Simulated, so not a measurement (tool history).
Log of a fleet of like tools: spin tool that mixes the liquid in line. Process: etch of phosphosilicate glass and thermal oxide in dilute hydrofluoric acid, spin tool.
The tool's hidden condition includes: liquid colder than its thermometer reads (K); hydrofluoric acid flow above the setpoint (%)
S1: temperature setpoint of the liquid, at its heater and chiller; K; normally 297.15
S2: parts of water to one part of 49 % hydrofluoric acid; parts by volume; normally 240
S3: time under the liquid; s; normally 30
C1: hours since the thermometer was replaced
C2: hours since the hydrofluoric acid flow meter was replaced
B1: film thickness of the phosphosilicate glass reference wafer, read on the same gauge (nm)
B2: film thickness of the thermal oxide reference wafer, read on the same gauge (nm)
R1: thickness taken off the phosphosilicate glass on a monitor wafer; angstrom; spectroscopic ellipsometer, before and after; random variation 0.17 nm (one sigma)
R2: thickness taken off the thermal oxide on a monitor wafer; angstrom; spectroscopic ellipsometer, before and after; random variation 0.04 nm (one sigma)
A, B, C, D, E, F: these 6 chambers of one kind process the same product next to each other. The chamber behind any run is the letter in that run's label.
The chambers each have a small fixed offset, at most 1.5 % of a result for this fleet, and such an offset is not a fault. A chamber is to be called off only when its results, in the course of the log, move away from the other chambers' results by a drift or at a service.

| run | day | S1 | S2 | S3 | C1 | C2 | B1 | B2 | R1 | R2 |
|---|---|---|---|---|---|---|---|---|---|---|
| 1D | 0.2 | 297.15 | 240 | 30 | 190.2 | 384 | 90.001 | 140 | 185.6 | 4.2144 |
| 2A | 0.408 | 297.15 | 240 | 30 | 301.5 | 1494.5 | 90.002 | 140 | 188.85 | 5.0815 |
| 3B | 0.567 | 297.15 | 240 | 30 | 348.3 | 522 | 90.029 | 140 | 185.01 | 5.4051 |
| 4F | 0.712 | 297.15 | 240 | 30 | 1060.8 | 484.1 | 90.01 | 139.99 | 187.2 | 4.7181 |
| 5C | 0.912 | 297.15 | 240 | 30 | 1078.9 | 196.6 | 90.001 | 140.01 | 187.67 | 5.1762 |
| 6E | 1.046 | 297.15 | 240 | 30 | 1170.6 | 1167.2 | 89.993 | 140.02 | 186.99 | 4.9439 |
| 7B | 1.158 | 297.15 | 240 | 30 | 362.5 | 536.2 | 89.998 | 140 | 183.75 | 4.5694 |
| 8C | 1.3 | 297.15 | 240 | 30 | 1088.2 | 205.9 | 89.975 | 139.98 | 186.18 | 4.7134 |
| 9A | 1.479 | 297.15 | 240 | 30 | 327.2 | 1520.2 | 89.998 | 140.01 | 181.99 | 5.0521 |
| 10F | 1.717 | 297.15 | 240 | 30 | 1084.9 | 508.2 | 90.014 | 139.97 | 186.8 | 4.9154 |
| 11D | 1.838 | 297.15 | 240 | 30 | 229.5 | 423.3 | 89.998 | 140 | 182.86 | 4.9154 |
| 12E | 2.033 | 297.15 | 240 | 30 | 1194.3 | 1190.9 | 90.002 | 140 | 183.46 | 5.344 |
| 13E | 2.254 | 297.15 | 240 | 30 | 1199.6 | 1196.2 | 90.009 | 140.01 | 179.42 | 5.2762 |
| 14C | 2.467 | 297.15 | 240 | 30 | 1116.2 | 233.9 | 89.993 | 139.99 | 186.08 | 4.8129 |
| 15B | 2.662 | 297.15 | 240 | 30 | 398.6 | 572.3 | 90.018 | 140.01 | 184.89 | 5.2979 |
| 16F | 2.846 | 297.15 | 240 | 30 | 1112 | 535.3 | 90.002 | 140.01 | 184.69 | 5.3405 |
| 17D | 3.021 | 297.15 | 240 | 30 | 257.9 | 451.7 | 90.014 | 140 | 184.7 | 4.575 |
| 18A | 3.267 | 297.15 | 240 | 30 | 370.1 | 1563.1 | 89.979 | 139.99 | 185.24 | 5.3147 |
| 19E | 3.388 | 297.15 | 240 | 30 | 1226.8 | 1223.4 | 89.993 | 140 | 185.63 | 4.7777 |
| 20A | 3.633 | 297.15 | 240 | 30 | 378.9 | 1571.9 | 90.017 | 140.02 | 181.57 | 4.811 |
| 21C | 3.746 | 297.15 | 240 | 30 | 1146.9 | 264.6 | 89.984 | 139.98 | 186.09 | 3.7647 |
| 22B | 3.904 | 297.15 | 240 | 30 | 428.4 | 602.1 | 89.987 | 140 | 186.87 | 5.2647 |
| 23F | 4.15 | 297.15 | 240 | 30 | 1143.3 | 566.6 | 89.992 | 140 | 187.91 | 4.585 |
| 24D | 4.333 | 297.15 | 200 | 20 | 289.4 | 483.2 | 90 | 140.01 | 154.66 | 4.2338 |
| 25C | 4.575 | 297.15 | 200 | 20 | 1166.8 | 284.5 | 90.006 | 139.99 | 154.74 | 4.2558 |
| 26B | 4.817 | 297.15 | 200 | 20 | 450.3 | 624 | 90.011 | 140 | 153.36 | 3.768 |
| 27F | 4.95 | 297.15 | 200 | 20 | 1162.5 | 585.8 | 90 | 140.01 | 159.13 | 4.1771 |
| 28A | 5.096 | 297.15 | 200 | 20 | 414 | 1607 | 89.992 | 140.01 | 152.24 | 4.1931 |
| 29D | 5.254 | 297.15 | 200 | 20 | 311.5 | 505.3 | 90.028 | 139.99 | 154.56 | 4.1503 |
| 30E | 5.412 | 297.15 | 240 | 30 | 1275.4 | 1272 | 89.998 | 140 | 185.39 | 5.1027 |
| 31E | 5.55 | 297.15 | 240 | 30 | 1278.7 | 1275.3 | 89.991 | 140.01 | 182.78 | 4.4967 |
| 32A | 5.671 | 297.15 | 240 | 30 | 427.8 | 1620.8 | 89.968 | 140.01 | 186.08 | 4.921 |
| 33B | 5.9 | 297.15 | 240 | 30 | 476.3 | 650 | 89.995 | 140.01 | 187.5 | 3.9003 |
| 34D | 6.138 | 297.15 | 240 | 30 | 332.7 | 526.5 | 89.987 | 139.99 | 187.23 | 4.5399 |
| 35F | 6.25 | 297.15 | 240 | 30 | 1193.7 | 617 | 90 | 139.99 | 192.98 | 5.3772 |
| 36C | 6.475 | 297.15 | 240 | 30 | 1212.4 | 330.1 | 90.016 | 140.01 | 185.81 | 5.255 |
| 37B | 6.708 | 297.15 | 240 | 30 | 495.7 | 669.4 | 89.996 | 140 | 182.16 | 5.2281 |
| 38E | 6.829 | 294.15 | 240 | 50 | 1309.4 | 1306 | 90.005 | 140.01 | 273.46 | 6.8753 |
| 39C | 7.012 | 294.15 | 240 | 50 | 1225.3 | 343 | 90.028 | 139.99 | 276.25 | 6.5862 |
| 40D | 7.212 | 294.15 | 240 | 50 | 358.5 | 552.3 | 89.977 | 140 | 277.08 | 7.6682 |
| 41F | 7.446 | 294.15 | 240 | 50 | 1222.4 | 645.7 | 89.983 | 140 | 294.96 | 7.482 |
| 42A | 7.642 | 294.15 | 240 | 50 | 475.1 | 1668.1 | 89.976 | 140.01 | 276.88 | 7.9636 |

Read the log: is a single chamber off, either drifting away or since a service, is the gauge that measures every chamber drifting, or is nothing wrong beyond small per-chamber offsets? Name any odd chamber and what most likely caused it.

Little by little, chamber F moves away from the other chambers.
Likeliest cause: hydrofluoric acid flow above the setpoint (%) = 6.83.
The log might look much the same if the cause were instead: liquid hotter than its thermometer reads (K).

Below are 4 candidate recipes for chamber F's next run, each the usual settings with a change, their results shown as question marks. Which of them brings F's results back in line with what the other chambers give on the usual settings?
To be in line, a result may differ from the other chambers' mean on the usual settings by at most: R1 6.1 angstrom; R2 1.4 angstrom
| 43F-1 | 7.821 | 297.15 | 235 | 30 |  |  |  |  | ? | ? |
| 43F-2 | 7.821 | 297.15 | 225 | 30 |  |  |  |  | ? | ? |
| 43F-3 | 7.821 | 297.15 | 245 | 30 |  |  |  |  | ? | ? |
| 43F-4 | 7.821 | 297.15 | 255 | 30 |  |  |  |  | ? | ? |

Usual-settings mean across the other chambers: R1 185.25 angstrom; R2 4.9487 angstrom
| run | R1 | R2 |
|---|---|---|
| 43F-1 | 205 | 5.4461 |
| 43F-2 | 216.21 | 5.7441 |
| 43F-3 | 194.75 | 5.1738 |
| 43F-4 | 185.33 | 4.9237 |
It is 43F-4 that realigns the chamber with its peers.

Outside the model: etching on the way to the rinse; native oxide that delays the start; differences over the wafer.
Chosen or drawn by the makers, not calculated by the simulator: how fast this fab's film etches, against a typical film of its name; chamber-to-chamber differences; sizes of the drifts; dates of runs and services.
